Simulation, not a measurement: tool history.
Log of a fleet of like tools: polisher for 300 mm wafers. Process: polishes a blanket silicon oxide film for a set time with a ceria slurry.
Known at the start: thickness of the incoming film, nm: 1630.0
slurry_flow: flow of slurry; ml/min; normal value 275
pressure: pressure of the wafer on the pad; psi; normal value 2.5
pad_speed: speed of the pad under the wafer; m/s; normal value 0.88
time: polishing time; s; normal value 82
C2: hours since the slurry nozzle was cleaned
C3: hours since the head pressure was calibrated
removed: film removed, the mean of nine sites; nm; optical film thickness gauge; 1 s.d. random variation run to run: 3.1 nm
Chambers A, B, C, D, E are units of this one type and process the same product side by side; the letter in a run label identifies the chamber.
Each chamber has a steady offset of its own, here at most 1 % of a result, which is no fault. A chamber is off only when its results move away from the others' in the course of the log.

{"hour": 7.0, "done": "chamber B: worn pad replaced by a new one"}
{"run": "1D", "hour": 16.1, "slurry_flow": 275, "pressure": 2.5, "pad_speed": 0.88, "time": 82, "wafers polished on this pad": 108, "C2": 151.6, "C3": 214.4, "removed": 254.18}
{"run": "2B", "hour": 32.4, "slurry_flow": 275, "pressure": 2.5, "pad_speed": 0.88, "time": 82, "wafers polished on this pad": 160, "C2": 64.6, "C3": 107.3, "removed": 266.98}
{"run": "3A", "hour": 47.4, "slurry_flow": 275, "pressure": 2.5, "pad_speed": 0.88, "time": 82, "wafers polished on this pad": 542, "C2": 215, "C3": 529.7, "removed": 258.71}
{"hour": 58.3, "done": "chamber A: slurry nozzle cleaned"}
{"run": "4C", "hour": 60.3, "slurry_flow": 275, "pressure": 2.5, "pad_speed": 0.88, "time": 82, "wafers polished on this pad": 1258, "C2": 137.2, "C3": 109.2, "removed": 255.34}
{"run": "5E", "hour": 70.1, "slurry_flow": 275, "pressure": 2.5, "pad_speed": 0.88, "time": 82, "wafers polished on this pad": 828, "C2": 204.2, "C3": 1127.6, "removed": 254.74}
{"run": "6A", "hour": 82.9, "slurry_flow": 275, "pressure": 2.5, "pad_speed": 0.88, "time": 82, "wafers polished on this pad": 766, "C2": 24.7, "C3": 565.2, "removed": 255.88}
{"run": "7B", "hour": 95.2, "slurry_flow": 275, "pressure": 2.5, "pad_speed": 0.88, "time": 82, "wafers polished on this pad": 557, "C2": 127.4, "C3": 170.1, "removed": 264.36}
{"hour": 95.5, "done": "chamber D: worn pad replaced by a new one"}
{"hour": 96.0, "done": "chamber C: worn pad replaced by a new one"}
{"hour": 98.0, "done": "chamber A: worn pad replaced by a new one"}
{"run": "8C", "hour": 110.2, "slurry_flow": 275, "pressure": 2.5, "pad_speed": 0.88, "time": 82, "wafers polished on this pad": 90, "C2": 187.1, "C3": 159.1, "removed": 259.8}
{"run": "9E", "hour": 123.8, "slurry_flow": 275, "pressure": 2.5, "pad_speed": 0.88, "time": 82, "wafers polished on this pad": 1167, "C2": 257.9, "C3": 1181.3, "removed": 251.14}
{"run": "10D", "hour": 135.3, "slurry_flow": 275, "pressure": 2.5, "pad_speed": 0.88, "time": 82, "wafers polished on this pad": 251, "C2": 270.8, "C3": 333.6, "removed": 251.37}
{"hour": 136.0, "done": "chamber E: head pressure recalibrated"}
{"run": "11B", "hour": 142.9, "slurry_flow": 235, "pressure": 2.5, "pad_speed": 0.88, "time": 62, "wafers polished on this pad": 858, "C2": 175.1, "C3": 217.8, "removed": 191.64}
{"hour": 145.1, "done": "chamber B: worn pad replaced by a new one"}
{"hour": 151.3, "done": "chamber E: worn pad replaced by a new one"}
{"run": "12D", "hour": 151.5, "slurry_flow": 235, "pressure": 2.5, "pad_speed": 0.88, "time": 62, "wafers polished on this pad": 354, "C2": 287, "C3": 349.8, "removed": 189.21}
{"run": "13A", "hour": 162.6, "slurry_flow": 235, "pressure": 2.5, "pad_speed": 0.88, "time": 62, "wafers polished on this pad": 407, "C2": 104.4, "C3": 644.9, "removed": 190.96}
{"run": "14E", "hour": 170.1, "slurry_flow": 235, "pressure": 2.5, "pad_speed": 0.88, "time": 62, "wafers polished on this pad": 118, "C2": 304.2, "C3": 34.1, "removed": 211.53}
{"run": "15C", "hour": 180.5, "slurry_flow": 235, "pressure": 2.5, "pad_speed": 0.88, "time": 62, "wafers polished on this pad": 533, "C2": 257.4, "C3": 229.4, "removed": 189.57}
{"hour": 184.5, "done": "chamber D: worn pad replaced by a new one"}
{"run": "16B", "hour": 187.6, "slurry_flow": 275, "pressure": 2.5, "pad_speed": 0.88, "time": 82, "wafers polished on this pad": 268, "C2": 219.8, "C3": 262.5, "removed": 253.98}
{"run": "17C", "hour": 195.9, "slurry_flow": 275, "pressure": 2.5, "pad_speed": 0.88, "time": 82, "wafers polished on this pad": 631, "C2": 272.8, "C3": 244.8, "removed": 256.06}
{"run": "18D", "hour": 206.5, "slurry_flow": 275, "pressure": 2.5, "pad_speed": 0.88, "time": 82, "wafers polished on this pad": 139, "C2": 342, "C3": 404.8, "removed": 257.41}
{"hour": 209.1, "done": "chamber A: worn pad replaced by a new one"}
{"run": "19E", "hour": 215.3, "slurry_flow": 275, "pressure": 2.5, "pad_speed": 0.88, "time": 82, "wafers polished on this pad": 404, "C2": 349.4, "C3": 79.3, "removed": 282.35}
{"run": "20A", "hour": 231.0, "slurry_flow": 275, "pressure": 2.5, "pad_speed": 0.88, "time": 82, "wafers polished on this pad": 138, "C2": 172.8, "C3": 713.3, "removed": 258.31}
{"run": "21E", "hour": 246.7, "slurry_flow": 275, "pressure": 2.5, "pad_speed": 0.88, "time": 82, "wafers polished on this pad": 602, "C2": 380.8, "C3": 110.7, "removed": 283.19}
{"run": "22A", "hour": 255.6, "slurry_flow": 275, "pressure": 2.5, "pad_speed": 0.88, "time": 82, "wafers polished on this pad": 293, "C2": 197.4, "C3": 737.9, "removed": 252.59}
{"hour": 257.2, "done": "chamber C: slurry nozzle cleaned"}
{"run": "23C", "hour": 264.6, "slurry_flow": 275, "pressure": 2.5, "pad_speed": 0.88, "time": 82, "wafers polished on this pad": 1064, "C2": 7.5, "C3": 313.5, "removed": 259.78}
{"hour": 267.0, "done": "chamber A: slurry nozzle cleaned"}
{"hour": 268.0, "done": "chamber B: worn pad replaced by a new one"}
{"hour": 271.3, "done": "chamber D: worn pad replaced by a new one"}
{"run": "24B", "hour": 273.3, "slurry_flow": 275, "pressure": 2.5, "pad_speed": 0.88, "time": 82, "wafers polished on this pad": 33, "C2": 305.5, "C3": 348.2, "removed": 253.19}
{"run": "25D", "hour": 281.4, "slurry_flow": 365, "pressure": 2.5, "pad_speed": 0.88, "time": 82, "wafers polished on this pad": 64, "C2": 416.9, "C3": 479.7, "removed": 258.44}
{"hour": 283.6, "done": "chamber C: worn pad replaced by a new one"}
{"run": "26C", "hour": 290.6, "slurry_flow": 365, "pressure": 2.5, "pad_speed": 0.88, "time": 82, "wafers polished on this pad": 44, "C2": 33.5, "C3": 339.5, "removed": 265.81}
{"hour": 304.3, "done": "chamber A: head pressure recalibrated"}
{"run": "27E", "hour": 306.0, "slurry_flow": 365, "pressure": 2.5, "pad_speed": 0.88, "time": 82, "wafers polished on this pad": 977, "C2": 440.1, "C3": 170, "removed": 297.67}
{"run": "28D", "hour": 318.4, "slurry_flow": 365, "pressure": 2.5, "pad_speed": 0.88, "time": 82, "wafers polished on this pad": 298, "C2": 453.9, "C3": 516.7, "removed": 256.11}
{"run": "29B", "hour": 331.2, "slurry_flow": 365, "pressure": 2.5, "pad_speed": 0.88, "time": 82, "wafers polished on this pad": 399, "C2": 363.4, "C3": 406.1, "removed": 264.85}
{"hour": 335.5, "done": "chamber E: worn pad replaced by a new one"}
{"hour": 339.1, "done": "chamber A: worn pad replaced by a new one"}
{"run": "30A", "hour": 345.9, "slurry_flow": 275, "pressure": 2.5, "pad_speed": 0.88, "time": 82, "wafers polished on this pad": 43, "C2": 79, "C3": 41.6, "removed": 251.77}
{"hour": 348.1, "done": "chamber D: worn pad replaced by a new one"}
{"run": "31D", "hour": 360.5, "slurry_flow": 275, "pressure": 2.5, "pad_speed": 0.88, "time": 82, "wafers polished on this pad": 78, "C2": 496, "C3": 558.8, "removed": 256.04}
{"run": "32A", "hour": 371.4, "slurry_flow": 275, "pressure": 2.5, "pad_speed": 0.88, "time": 82, "wafers polished on this pad": 204, "C2": 104.5, "C3": 67.1, "removed": 255.59}
{"run": "33E", "hour": 385.1, "slurry_flow": 275, "pressure": 2.5, "pad_speed": 0.88, "time": 82, "wafers polished on this pad": 313, "C2": 519.2, "C3": 249.1, "removed": 280}
{"hour": 385.9, "done": "chamber D: slurry nozzle cleaned"}
{"hour": 391.5, "done": "chamber B: worn pad replaced by a new one"}
{"run": "34C", "hour": 392.9, "slurry_flow": 275, "pressure": 2.5, "pad_speed": 0.88, "time": 82, "wafers polished on this pad": 690, "C2": 135.8, "C3": 441.8, "removed": 260.6}
{"run": "35B", "hour": 402.6, "slurry_flow": 310, "pressure": 3, "pad_speed": 0.88, "time": 82, "wafers polished on this pad": 70, "C2": 434.8, "C3": 477.5, "removed": 310.4}
{"run": "36C", "hour": 418.5, "slurry_flow": 310, "pressure": 3, "pad_speed": 0.88, "time": 82, "wafers polished on this pad": 852, "C2": 161.4, "C3": 467.4, "removed": 315.17}
{"run": "37D", "hour": 429.6, "slurry_flow": 310, "pressure": 3, "pad_speed": 0.88, "time": 82, "wafers polished on this pad": 514, "C2": 43.8, "C3": 627.9, "removed": 307.63}

Does one chamber stand apart from the rest, does the shared gauge drift, or is all well apart from small per-chamber offsets? Give the chamber and the most likely cause, where there is one.

A service left chamber E off against the others.
Most likely cause: head's pressure above its setpoint, % = 10.7.

Which of the 4 candidates below, each the usual settings with something changed and its results left as question marks, puts chamber E back in line with what the other chambers give on the usual settings?
In line means no further than this from the other chambers' mean on the usual settings: removed 11 nm
{"run": "38E-1", "hour": 441.3, "slurry_flow": 275, "pressure": 2.5, "pad_speed": 0.88, "time": 81, "removed": "?"}
{"run": "38E-2", "hour": 441.3, "slurry_flow": 275, "pressure": 2.4, "pad_speed": 0.86, "time": 79, "removed": "?"}
{"run": "38E-3", "hour": 441.3, "slurry_flow": 275, "pressure": 2.8, "pad_speed": 0.88, "time": 82, "removed": "?"}
{"run": "38E-4", "hour": 441.3, "slurry_flow": 275, "pressure": 2.6, "pad_speed": 0.88, "time": 82, "removed": "?"}

On the usual settings, the other chambers give on average: removed 254.73 nm
run=38E-1 removed=277.72
run=38E-2 removed=254.09
run=38E-3 removed=315.08
run=38E-4 removed=292.46
38E-2 puts the chamber back in line with the other chambers.
